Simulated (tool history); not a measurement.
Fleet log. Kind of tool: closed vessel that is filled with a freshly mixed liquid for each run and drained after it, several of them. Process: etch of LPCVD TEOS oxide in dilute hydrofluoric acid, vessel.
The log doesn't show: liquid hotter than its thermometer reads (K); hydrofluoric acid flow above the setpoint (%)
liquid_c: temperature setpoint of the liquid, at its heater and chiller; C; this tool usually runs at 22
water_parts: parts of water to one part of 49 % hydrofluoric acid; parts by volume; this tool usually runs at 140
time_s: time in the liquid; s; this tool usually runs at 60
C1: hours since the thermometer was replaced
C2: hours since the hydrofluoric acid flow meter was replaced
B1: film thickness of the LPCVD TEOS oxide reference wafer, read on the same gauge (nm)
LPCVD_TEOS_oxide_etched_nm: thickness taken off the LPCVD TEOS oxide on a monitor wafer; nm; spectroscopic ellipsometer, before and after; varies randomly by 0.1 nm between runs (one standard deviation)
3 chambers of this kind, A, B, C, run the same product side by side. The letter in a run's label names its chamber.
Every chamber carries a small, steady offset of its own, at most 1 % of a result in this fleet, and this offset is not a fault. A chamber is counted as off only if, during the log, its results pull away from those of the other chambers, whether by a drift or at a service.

run 1C hour=12.4 | liquid_c=22 water_parts=140 time_s=60 | C1=1128.6 C2=392.6 | B1=110.01 | LPCVD_TEOS_oxide_etched_nm=18.083
run 2A hour=23.6 | liquid_c=22 water_parts=140 time_s=60 | C1=193 C2=828.3 | B1=110 | LPCVD_TEOS_oxide_etched_nm=18.313
-- hour=24 chamber A: hydrofluoric acid flow meter replaced
run 3B hour=32.2 | liquid_c=22 water_parts=140 time_s=60 | C1=817.2 C2=1899.6 | B1=110 | LPCVD_TEOS_oxide_etched_nm=18.523
run 4B hour=41.7 | liquid_c=22 water_parts=140 time_s=60 | C1=826.7 C2=1909.1 | B1=110 | LPCVD_TEOS_oxide_etched_nm=18.508
run 5C hour=52.5 | liquid_c=22 water_parts=140 time_s=60 | C1=1168.7 C2=432.7 | B1=110 | LPCVD_TEOS_oxide_etched_nm=18.287
run 6A hour=65.5 | liquid_c=22 water_parts=140 time_s=60 | C1=234.9 C2=41.5 | B1=110 | LPCVD_TEOS_oxide_etched_nm=18.401
run 7A hour=75 | liquid_c=22 water_parts=140 time_s=60 | C1=244.4 C2=51 | B1=110.01 | LPCVD_TEOS_oxide_etched_nm=18.454
run 8B hour=87.5 | liquid_c=22 water_parts=140 time_s=60 | C1=872.5 C2=1954.9 | B1=110 | LPCVD_TEOS_oxide_etched_nm=18.478
run 9C hour=102.1 | liquid_c=22 water_parts=140 time_s=60 | C1=1218.3 C2=482.3 | B1=110.01 | LPCVD_TEOS_oxide_etched_nm=18.252
run 10B hour=117.5 | liquid_c=22 water_parts=140 time_s=60 | C1=902.5 C2=1984.9 | B1=109.99 | LPCVD_TEOS_oxide_etched_nm=18.575
run 11C hour=126 | liquid_c=22 water_parts=140 time_s=60 | C1=1242.2 C2=506.2 | B1=110.01 | LPCVD_TEOS_oxide_etched_nm=18.271
run 12A hour=139.8 | liquid_c=22 water_parts=140 time_s=60 | C1=309.2 C2=115.8 | B1=110 | LPCVD_TEOS_oxide_etched_nm=18.32
run 13B hour=155.3 | liquid_c=22 water_parts=140 time_s=60 | C1=940.3 C2=2022.7 | B1=110.02 | LPCVD_TEOS_oxide_etched_nm=18.398
run 14A hour=166.6 | liquid_c=22 water_parts=140 time_s=35 | C1=336 C2=142.6 | B1=110 | LPCVD_TEOS_oxide_etched_nm=10.724
run 15C hour=175.3 | liquid_c=22 water_parts=140 time_s=35 | C1=1291.5 C2=555.5 | B1=110 | LPCVD_TEOS_oxide_etched_nm=10.672
run 16C hour=183.6 | liquid_c=22 water_parts=140 time_s=35 | C1=1299.8 C2=563.8 | B1=110 | LPCVD_TEOS_oxide_etched_nm=10.706
run 17B hour=198.9 | liquid_c=22 water_parts=140 time_s=60 | C1=983.9 C2=2066.3 | B1=110 | LPCVD_TEOS_oxide_etched_nm=18.576
run 18A hour=206.6 | liquid_c=25 water_parts=140 time_s=60 | C1=376 C2=182.6 | B1=110 | LPCVD_TEOS_oxide_etched_nm=20.749
run 19C hour=216.4 | liquid_c=25 water_parts=140 time_s=60 | C1=1332.6 C2=596.6 | B1=110.01 | LPCVD_TEOS_oxide_etched_nm=20.6
run 20A hour=229.3 | liquid_c=25 water_parts=140 time_s=60 | C1=398.7 C2=205.3 | B1=110.02 | LPCVD_TEOS_oxide_etched_nm=20.835
run 21B hour=238.9 | liquid_c=22 water_parts=140 time_s=60 | C1=1023.9 C2=2106.3 | B1=110 | LPCVD_TEOS_oxide_etched_nm=18.51
run 22A hour=249 | liquid_c=24.5 water_parts=140 time_s=60 | C1=418.4 C2=225 | B1=110 | LPCVD_TEOS_oxide_etched_nm=20.195
run 23C hour=263.6 | liquid_c=24.5 water_parts=140 time_s=60 | C1=1379.8 C2=643.8 | B1=109.99 | LPCVD_TEOS_oxide_etched_nm=20.272
run 24B hour=278.2 | liquid_c=24.5 water_parts=140 time_s=60 | C1=1063.2 C2=2145.6 | B1=110 | LPCVD_TEOS_oxide_etched_nm=20.374
run 25C hour=289.9 | liquid_c=22 water_parts=140 time_s=60 | C1=1406.1 C2=670.1 | B1=110 | LPCVD_TEOS_oxide_etched_nm=18.237

Is one chamber off against the others, does the gauge drift, or is nothing wrong? If a chamber is off, say which, and what the likeliest cause is.

Neither any chamber nor the gauge drifts; the chambers differ only by their own small, steady offsets.

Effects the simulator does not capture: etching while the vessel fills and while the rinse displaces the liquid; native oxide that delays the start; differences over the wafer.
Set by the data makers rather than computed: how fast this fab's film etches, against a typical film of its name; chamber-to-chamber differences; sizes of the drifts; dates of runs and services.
